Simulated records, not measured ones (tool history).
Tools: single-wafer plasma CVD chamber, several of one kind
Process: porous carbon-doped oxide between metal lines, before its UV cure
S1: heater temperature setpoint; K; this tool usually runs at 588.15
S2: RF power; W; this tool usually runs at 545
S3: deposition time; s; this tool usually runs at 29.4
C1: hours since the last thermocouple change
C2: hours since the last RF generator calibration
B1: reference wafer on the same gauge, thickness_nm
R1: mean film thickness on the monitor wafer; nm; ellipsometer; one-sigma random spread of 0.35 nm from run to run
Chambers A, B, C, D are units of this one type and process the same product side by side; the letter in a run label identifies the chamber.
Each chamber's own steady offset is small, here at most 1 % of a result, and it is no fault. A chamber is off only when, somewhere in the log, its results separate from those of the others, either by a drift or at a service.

run   hour      S1   S2    S3      C1      C2      B1      R1
       3.7  -- chamber C: thermocouple changed; heater temperature recalibrated
 1C    5.5  588.15  545  29.4     1.9    1962  173.03  154.82
 2A     10  588.15  545  29.4     611   343.6  172.99   156.8
      10.8  -- chamber C: RF generator calibrated
 3D   14.6  588.15  545  29.4  1485.5  1049.5  172.96  154.84
 4B   18.2  588.15  545  29.4    96.5   195.2   172.9  156.07
 5C     24  588.15  545  29.4    20.4    13.3  172.97  155.49
 6A     27  588.15  545  29.4     628   360.6  173.03  156.36
 7D   33.3  588.15  545  29.4  1504.2  1068.2  173.02  155.08
 8B   38.1  588.15  545  29.4   116.4   215.1  173.07  155.67
 9D   43.2  588.15  545  29.4  1514.1  1078.1  172.97  156.33
10A   48.4  588.15  545  34.7   649.4     382  173.04  183.89
11C   53.9  588.15  545  34.7    50.3    43.2  173.01  182.22
12B   57.8  588.15  545  34.7   136.1   234.8  173.01  182.77
13D   61.9  588.15  545  34.7  1532.8  1096.8   173.1  182.81
14B   67.4  588.15  545  29.4   145.7   244.4  173.01  156.36
15A   71.9  588.15  485  29.4   672.9   405.5  173.03   145.3
16C   76.3  588.15  485  29.4    72.7    65.6   172.9  143.77
17D   81.3  588.15  485  29.4  1552.2  1116.2  172.96  143.75
18C     86  588.15  485  29.4    82.4    75.3  173.01   143.9
19B   90.6  588.15  545  29.4   168.9   267.6  172.99   155.5
20A   94.9  588.15  475  24.8   695.9   428.5  172.91  120.94
21B  101.1  588.15  475  24.8   179.4   278.1  173.07  120.34
22D  106.7  588.15  475  24.8  1577.6  1141.6  173.11  119.21
23C  113.4  588.15  475  24.8   109.8   102.7  172.93   119.8
24A  119.5  588.15  545  29.4   720.5   453.1  172.99  156.14
25A  124.3  588.15  545  29.4   725.3   457.9  172.97   156.1
26B  129.9  588.15  545  29.4   208.2   306.9  172.97  155.55
27C    134  588.15  545  29.4   130.4   123.3  173.05  155.63
28D  139.2  588.15  545  29.4  1610.1  1174.1  172.98  152.75
29B  143.9  588.15  545  29.4   222.2   320.9     173   155.6
30A    148  588.15  545  29.4     749   481.6  173.09  156.36
31D  152.1  588.15  545  29.4    1623    1187  172.96  152.63
32C  157.1  588.15  545  29.4   153.5   146.4  173.03  155.57

Each of the 4 chambers runs these same settings next. Fill in every chamber's results:
33A  161.9  588.15  545  25.1               ?
33B  161.9  588.15  545  25.1               ?
33C  161.9  588.15  545  25.1               ?
33D  161.9  588.15  545  25.1               ?

run      R1
33A   133.9
33B  134.71
33C  133.33
33D  130.46
